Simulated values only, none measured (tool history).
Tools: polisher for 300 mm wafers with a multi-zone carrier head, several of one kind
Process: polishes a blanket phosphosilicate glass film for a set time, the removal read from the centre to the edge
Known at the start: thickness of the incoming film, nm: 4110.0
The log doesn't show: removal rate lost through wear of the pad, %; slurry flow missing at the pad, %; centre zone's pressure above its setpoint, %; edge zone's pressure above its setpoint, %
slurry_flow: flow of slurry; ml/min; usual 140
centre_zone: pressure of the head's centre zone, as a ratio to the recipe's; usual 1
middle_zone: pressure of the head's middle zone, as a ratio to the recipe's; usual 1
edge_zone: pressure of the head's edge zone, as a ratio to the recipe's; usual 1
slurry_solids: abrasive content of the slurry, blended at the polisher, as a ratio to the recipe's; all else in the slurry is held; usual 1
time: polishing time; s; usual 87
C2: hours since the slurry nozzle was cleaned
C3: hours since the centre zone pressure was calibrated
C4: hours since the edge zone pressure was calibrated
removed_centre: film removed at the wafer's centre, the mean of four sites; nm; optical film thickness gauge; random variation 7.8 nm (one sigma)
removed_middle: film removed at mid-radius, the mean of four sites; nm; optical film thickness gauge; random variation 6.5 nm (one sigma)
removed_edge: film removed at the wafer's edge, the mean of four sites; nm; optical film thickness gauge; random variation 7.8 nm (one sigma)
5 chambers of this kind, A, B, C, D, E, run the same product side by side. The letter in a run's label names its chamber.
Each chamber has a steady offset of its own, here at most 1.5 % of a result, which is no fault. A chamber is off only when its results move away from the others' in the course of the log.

-- hour=2.1 chamber A: worn pad replaced by a new one
run 1A hour=13.3 | slurry_flow=140 centre_zone=1 middle_zone=1 edge_zone=1 slurry_solids=1 time=87 | wafers_polished_on_this_pad=127 C2=729.4 C3=590.2 C4=390.7 | removed_centre=542.49 removed_middle=535.28 removed_edge=553.66
run 2C hour=19.6 | slurry_flow=140 centre_zone=1 middle_zone=1 edge_zone=1 slurry_solids=1 time=87 | wafers_polished_on_this_pad=929 C2=83.2 C3=1069.9 C4=112.2 | removed_centre=547.1 removed_middle=549.16 removed_edge=550.7
-- hour=20 chamber C: worn pad replaced by a new one
-- hour=24.4 chamber A: slurry nozzle cleaned
run 3E hour=31 | slurry_flow=140 centre_zone=1 middle_zone=1 edge_zone=1 slurry_solids=1 time=87 | wafers_polished_on_this_pad=794 C2=284.8 C3=919.1 C4=314 | removed_centre=535.67 removed_middle=542.96 removed_edge=546.15
-- hour=34.9 chamber D: worn pad replaced by a new one
run 4D hour=41.7 | slurry_flow=140 centre_zone=1 middle_zone=1 edge_zone=1 slurry_solids=1 time=87 | wafers_polished_on_this_pad=77 C2=99.9 C3=755.5 C4=218.9 | removed_centre=539.82 removed_middle=561.47 removed_edge=551.08
-- hour=46.6 chamber B: worn pad replaced by a new one
-- hour=47.5 chamber E: worn pad replaced by a new one
run 5B hour=52.5 | slurry_flow=140 centre_zone=1 middle_zone=1 edge_zone=1 slurry_solids=1 time=87 | wafers_polished_on_this_pad=67 C2=226.3 C3=794 C4=1168.4 | removed_centre=549.29 removed_middle=547.83 removed_edge=559.9
run 6A hour=64.7 | slurry_flow=140 centre_zone=1 middle_zone=1 edge_zone=1 slurry_solids=1 time=87 | wafers_polished_on_this_pad=709 C2=40.3 C3=641.6 C4=442.1 | removed_centre=549.1 removed_middle=540.8 removed_edge=553.48
run 7B hour=70.6 | slurry_flow=140 centre_zone=1 middle_zone=1 edge_zone=1 slurry_solids=1 time=87 | wafers_polished_on_this_pad=272 C2=244.4 C3=812.1 C4=1186.5 | removed_centre=544.64 removed_middle=550.92 removed_edge=544.1
run 8D hour=82.6 | slurry_flow=140 centre_zone=1 middle_zone=1 edge_zone=1 slurry_solids=1 time=87 | wafers_polished_on_this_pad=541 C2=140.8 C3=796.4 C4=259.8 | removed_centre=546.35 removed_middle=542.01 removed_edge=541.25
-- hour=92.2 chamber E: centre zone pressure recalibrated
run 9E hour=93.5 | slurry_flow=140 centre_zone=1 middle_zone=1 edge_zone=1 slurry_solids=1 time=87 | wafers_polished_on_this_pad=521 C2=347.3 C3=1.3 C4=376.5 | removed_centre=549.53 removed_middle=543.91 removed_edge=538.38
-- hour=99.4 chamber A: worn pad replaced by a new one
-- hour=101.6 chamber C: worn pad replaced by a new one
run 10C hour=104.3 | slurry_flow=140 centre_zone=1 middle_zone=1.04 edge_zone=1 slurry_solids=0.9 time=87 | wafers_polished_on_this_pad=31 C2=167.9 C3=1154.6 C4=196.9 | removed_centre=518.51 removed_middle=540.73 removed_edge=519.14
run 11C hour=110.2 | slurry_flow=140 centre_zone=1 middle_zone=1.04 edge_zone=1 slurry_solids=0.9 time=87 | wafers_polished_on_this_pad=98 C2=173.8 C3=1160.5 C4=202.8 | removed_centre=525.1 removed_middle=542.28 removed_edge=512.67
run 12B hour=116.3 | slurry_flow=140 centre_zone=1 middle_zone=1.04 edge_zone=1 slurry_solids=0.9 time=87 | wafers_polished_on_this_pad=790 C2=290.1 C3=857.8 C4=1232.2 | removed_centre=517.67 removed_middle=553.36 removed_edge=521.09
run 13A hour=127.9 | slurry_flow=140 centre_zone=1 middle_zone=1.04 edge_zone=1 slurry_solids=0.9 time=87 | wafers_polished_on_this_pad=323 C2=103.5 C3=704.8 C4=505.3 | removed_centre=508.79 removed_middle=534.32 removed_edge=523.35
-- hour=132.1 chamber B: edge zone pressure recalibrated
-- hour=135.9 chamber E: worn pad replaced by a new one
run 14E hour=137.9 | slurry_flow=140 centre_zone=1 middle_zone=1.04 edge_zone=1 slurry_solids=0.9 time=87 | wafers_polished_on_this_pad=23 C2=391.7 C3=45.7 C4=420.9 | removed_centre=502.96 removed_middle=524.5 removed_edge=519.48
-- hour=140.5 chamber D: worn pad replaced by a new one
run 15D hour=150.7 | slurry_flow=140 centre_zone=1 middle_zone=1 edge_zone=1 slurry_solids=1 time=87 | wafers_polished_on_this_pad=116 C2=208.9 C3=864.5 C4=327.9 | removed_centre=532.02 removed_middle=552.04 removed_edge=538.33
run 16D hour=161.2 | slurry_flow=140 centre_zone=0.89 middle_zone=1.08 edge_zone=1 slurry_solids=1 time=87 | wafers_polished_on_this_pad=235 C2=219.4 C3=875 C4=338.4 | removed_centre=481.75 removed_middle=584.52 removed_edge=540.21
run 17B hour=169.9 | slurry_flow=140 centre_zone=0.89 middle_zone=1.08 edge_zone=1 slurry_solids=1 time=87 | wafers_polished_on_this_pad=1397 C2=343.7 C3=911.4 C4=37.9 | removed_centre=486.35 removed_middle=578.76 removed_edge=560.29
-- hour=175.7 chamber C: worn pad replaced by a new one
run 18C hour=182.9 | slurry_flow=140 centre_zone=0.89 middle_zone=1.08 edge_zone=1 slurry_solids=1 time=87 | wafers_polished_on_this_pad=82 C2=246.5 C3=1233.2 C4=275.5 | removed_centre=476.24 removed_middle=585.15 removed_edge=546.82
-- hour=187.4 chamber B: worn pad replaced by a new one
-- hour=190 chamber A: worn pad replaced by a new one
run 19A hour=193 | slurry_flow=140 centre_zone=0.89 middle_zone=1.08 edge_zone=1 slurry_solids=1 time=87 | wafers_polished_on_this_pad=34 C2=168.6 C3=769.9 C4=570.4 | removed_centre=475.23 removed_middle=586.83 removed_edge=546.78
run 20E hour=204.6 | slurry_flow=140 centre_zone=0.89 middle_zone=1.08 edge_zone=1 slurry_solids=1 time=87 | wafers_polished_on_this_pad=779 C2=458.4 C3=112.4 C4=487.6 | removed_centre=467.63 removed_middle=556.04 removed_edge=524.19
-- hour=216.9 chamber E: worn pad replaced by a new one
run 21E hour=217 | slurry_flow=140 centre_zone=1.04 middle_zone=1 edge_zone=1 slurry_solids=1 time=87 | wafers_polished_on_this_pad=1 C2=470.8 C3=124.8 C4=500 | removed_centre=564.38 removed_middle=521.1 removed_edge=532.99
run 22D hour=222.9 | slurry_flow=140 centre_zone=1.04 middle_zone=1 edge_zone=1 slurry_solids=1 time=87 | wafers_polished_on_this_pad=934 C2=281.1 C3=936.7 C4=400.1 | removed_centre=576.51 removed_middle=543.21 removed_edge=542.37
run 23A hour=232.3 | slurry_flow=140 centre_zone=1.04 middle_zone=1 edge_zone=1 slurry_solids=1 time=87 | wafers_polished_on_this_pad=479 C2=207.9 C3=809.2 C4=609.7 | removed_centre=560.44 removed_middle=542.76 removed_edge=560.46
-- hour=242.1 chamber D: slurry nozzle cleaned
run 24B hour=243.3 | slurry_flow=140 centre_zone=1.04 middle_zone=1 edge_zone=1 slurry_solids=1 time=87 | wafers_polished_on_this_pad=633 C2=417.1 C3=984.8 C4=111.3 | removed_centre=574.76 removed_middle=555.03 removed_edge=543.03
run 25C hour=249.6 | slurry_flow=140 centre_zone=1.04 middle_zone=1 edge_zone=1 slurry_solids=1 time=87 | wafers_polished_on_this_pad=837 C2=313.2 C3=1299.9 C4=342.2 | removed_centre=577.51 removed_middle=553.81 removed_edge=544.98
run 26E hour=259.5 | slurry_flow=140 centre_zone=1 middle_zone=1 edge_zone=1 slurry_solids=1 time=87 | wafers_polished_on_this_pad=483 C2=513.3 C3=167.3 C4=542.5 | removed_centre=505.66 removed_middle=508.26 removed_edge=524.78
-- hour=262.2 chamber D: worn pad replaced by a new one
-- hour=263 chamber C: worn pad replaced by a new one
run 27A hour=270.6 | slurry_flow=140 centre_zone=1 middle_zone=1 edge_zone=1 slurry_solids=1 time=87 | wafers_polished_on_this_pad=913 C2=246.2 C3=847.5 C4=648 | removed_centre=535.23 removed_middle=544.06 removed_edge=550.3
-- hour=276.1 chamber D: edge zone pressure recalibrated
run 28C hour=280.4 | slurry_flow=140 centre_zone=1 middle_zone=1 edge_zone=1 slurry_solids=1 time=87 | wafers_polished_on_this_pad=197 C2=344 C3=1330.7 C4=373 | removed_centre=548.63 removed_middle=542.91 removed_edge=546.01
-- hour=282.2 chamber D: centre zone pressure recalibrated
run 29D hour=289.1 | slurry_flow=140 centre_zone=1 middle_zone=1 edge_zone=1 slurry_solids=1 time=87 | wafers_polished_on_this_pad=304 C2=47.1 C3=7 C4=13.1 | removed_centre=541 removed_middle=553.8 removed_edge=545.58
-- hour=295.1 chamber A: worn pad replaced by a new one
run 30B hour=297.9 | slurry_flow=140 centre_zone=1 middle_zone=1 edge_zone=1 slurry_solids=1 time=87 | wafers_polished_on_this_pad=1252 C2=471.7 C3=1039.4 C4=165.9 | removed_centre=537.62 removed_middle=555.17 removed_edge=562.33
-- hour=298.1 chamber B: worn pad replaced by a new one
-- hour=306.8 chamber E: worn pad replaced by a new one
run 31E hour=308 | slurry_flow=140 centre_zone=1 middle_zone=1 edge_zone=1 slurry_solids=1 time=87 | wafers_polished_on_this_pad=13 C2=561.8 C3=215.8 C4=591 | removed_centre=503.7 removed_middle=498.21 removed_edge=513.05
run 32A hour=321.2 | slurry_flow=140 centre_zone=1 middle_zone=1 edge_zone=1 slurry_solids=1 time=87 | wafers_polished_on_this_pad=296 C2=296.8 C3=898.1 C4=698.6 | removed_centre=553.53 removed_middle=540.29 removed_edge=549.97
-- hour=323.6 chamber C: centre zone pressure recalibrated
run 33C hour=327.4 | slurry_flow=140 centre_zone=1 middle_zone=1 edge_zone=1 slurry_solids=1 time=109 | wafers_polished_on_this_pad=729 C2=391 C3=3.9 C4=420 | removed_centre=703.6 removed_middle=696.37 removed_edge=675.98
run 34B hour=340.7 | slurry_flow=140 centre_zone=1 middle_zone=1 edge_zone=1 slurry_solids=1 time=109 | wafers_polished_on_this_pad=482 C2=514.5 C3=1082.2 C4=208.7 | removed_centre=695.4 removed_middle=686.36 removed_edge=684.45
-- hour=351.8 chamber C: worn pad replaced by a new one
-- hour=352.8 chamber B: centre zone pressure recalibrated
run 35D hour=353.5 | slurry_flow=140 centre_zone=1 middle_zone=1 edge_zone=1 slurry_solids=1 time=109 | wafers_polished_on_this_pad=1034 C2=111.5 C3=71.4 C4=77.5 | removed_centre=687.59 removed_middle=688.36 removed_edge=677.15
run 36A hour=361 | slurry_flow=140 centre_zone=1 middle_zone=1 edge_zone=1 slurry_solids=1 time=109 | wafers_polished_on_this_pad=747 C2=336.6 C3=937.9 C4=738.4 | removed_centre=701.93 removed_middle=701.24 removed_edge=657.81
run 37C hour=370.1 | slurry_flow=140 centre_zone=1 middle_zone=1 edge_zone=1 slurry_solids=1 time=109 | wafers_polished_on_this_pad=207 C2=433.7 C3=46.6 C4=462.7 | removed_centre=695.77 removed_middle=704.35 removed_edge=695.88
run 38B hour=380.3 | slurry_flow=140 centre_zone=1 middle_zone=1 edge_zone=1 slurry_solids=1 time=87 | wafers_polished_on_this_pad=931 C2=554.1 C3=27.6 C4=248.3 | removed_centre=539.31 removed_middle=547.57 removed_edge=551.45
-- hour=380.9 chamber E: worn pad replaced by a new one
-- hour=383.1 chamber A: worn pad replaced by a new one
-- hour=383.5 chamber D: worn pad replaced by a new one
run 39E hour=388 | slurry_flow=140 centre_zone=1 middle_zone=1 edge_zone=1 slurry_solids=1 time=87 | wafers_polished_on_this_pad=80 C2=641.8 C3=295.8 C4=671 | removed_centre=487.23 removed_middle=491.74 removed_edge=511.62
run 40D hour=396.7 | slurry_flow=140 centre_zone=1 middle_zone=1 edge_zone=1 slurry_solids=1.1 time=87 | wafers_polished_on_this_pad=150 C2=154.7 C3=114.6 C4=120.7 | removed_centre=550.24 removed_middle=575.49 removed_edge=573.59
run 41A hour=403.1 | slurry_flow=140 centre_zone=1 middle_zone=1 edge_zone=1 slurry_solids=1.1 time=87 | wafers_polished_on_this_pad=227 C2=378.7 C3=980 C4=780.5 | removed_centre=572.46 removed_middle=568.43 removed_edge=582.75

Is one chamber off against the others, does the gauge drift, or is nothing wrong? If a chamber is off, say which, and what the likeliest cause is.

Chamber E drifts away from the others.
Cause: slurry flow missing at the pad, % = 34.7.

Here are 4 candidates for chamber E's next run, each the usual settings with a change, their results left as question marks. Which one brings its results back in line with what the others give on the usual settings?
In line means no further than this from the other chambers' mean on the usual settings: removed_centre 27 nm; removed_middle 23 nm; removed_edge 27 nm
run 42E-1 hour=412.7 | slurry_flow=145 centre_zone=1.01 middle_zone=1.01 edge_zone=0.99 slurry_solids=1 time=89 | removed_centre=? removed_middle=? removed_edge=?
run 42E-2 hour=412.7 | slurry_flow=150 centre_zone=1.03 middle_zone=1.03 edge_zone=0.97 slurry_solids=1 time=93 | removed_centre=? removed_middle=? removed_edge=?
run 42E-3 hour=412.7 | slurry_flow=130 centre_zone=0.97 middle_zone=0.97 edge_zone=1.02 slurry_solids=1 time=82 | removed_centre=? removed_middle=? removed_edge=?
run 42E-4 hour=412.7 | slurry_flow=135 centre_zone=0.99 middle_zone=0.99 edge_zone=1.01 slurry_solids=1 time=85 | removed_centre=? removed_middle=? removed_edge=?

The other chambers' mean on the usual settings: removed_centre 545.46 nm; removed_middle 548.43 nm; removed_edge 546.43 nm
run=42E-1 removed_centre=502.99 removed_middle=507.57 removed_edge=521.32
run=42E-2 removed_centre=543.19 removed_middle=545.37 removed_edge=542.58
run=42E-3 removed_centre=425.93 removed_middle=435.46 removed_edge=476.99
run=42E-4 removed_centre=458.01 removed_middle=465.54 removed_edge=495.8
42E-2 brings the chamber back in line.

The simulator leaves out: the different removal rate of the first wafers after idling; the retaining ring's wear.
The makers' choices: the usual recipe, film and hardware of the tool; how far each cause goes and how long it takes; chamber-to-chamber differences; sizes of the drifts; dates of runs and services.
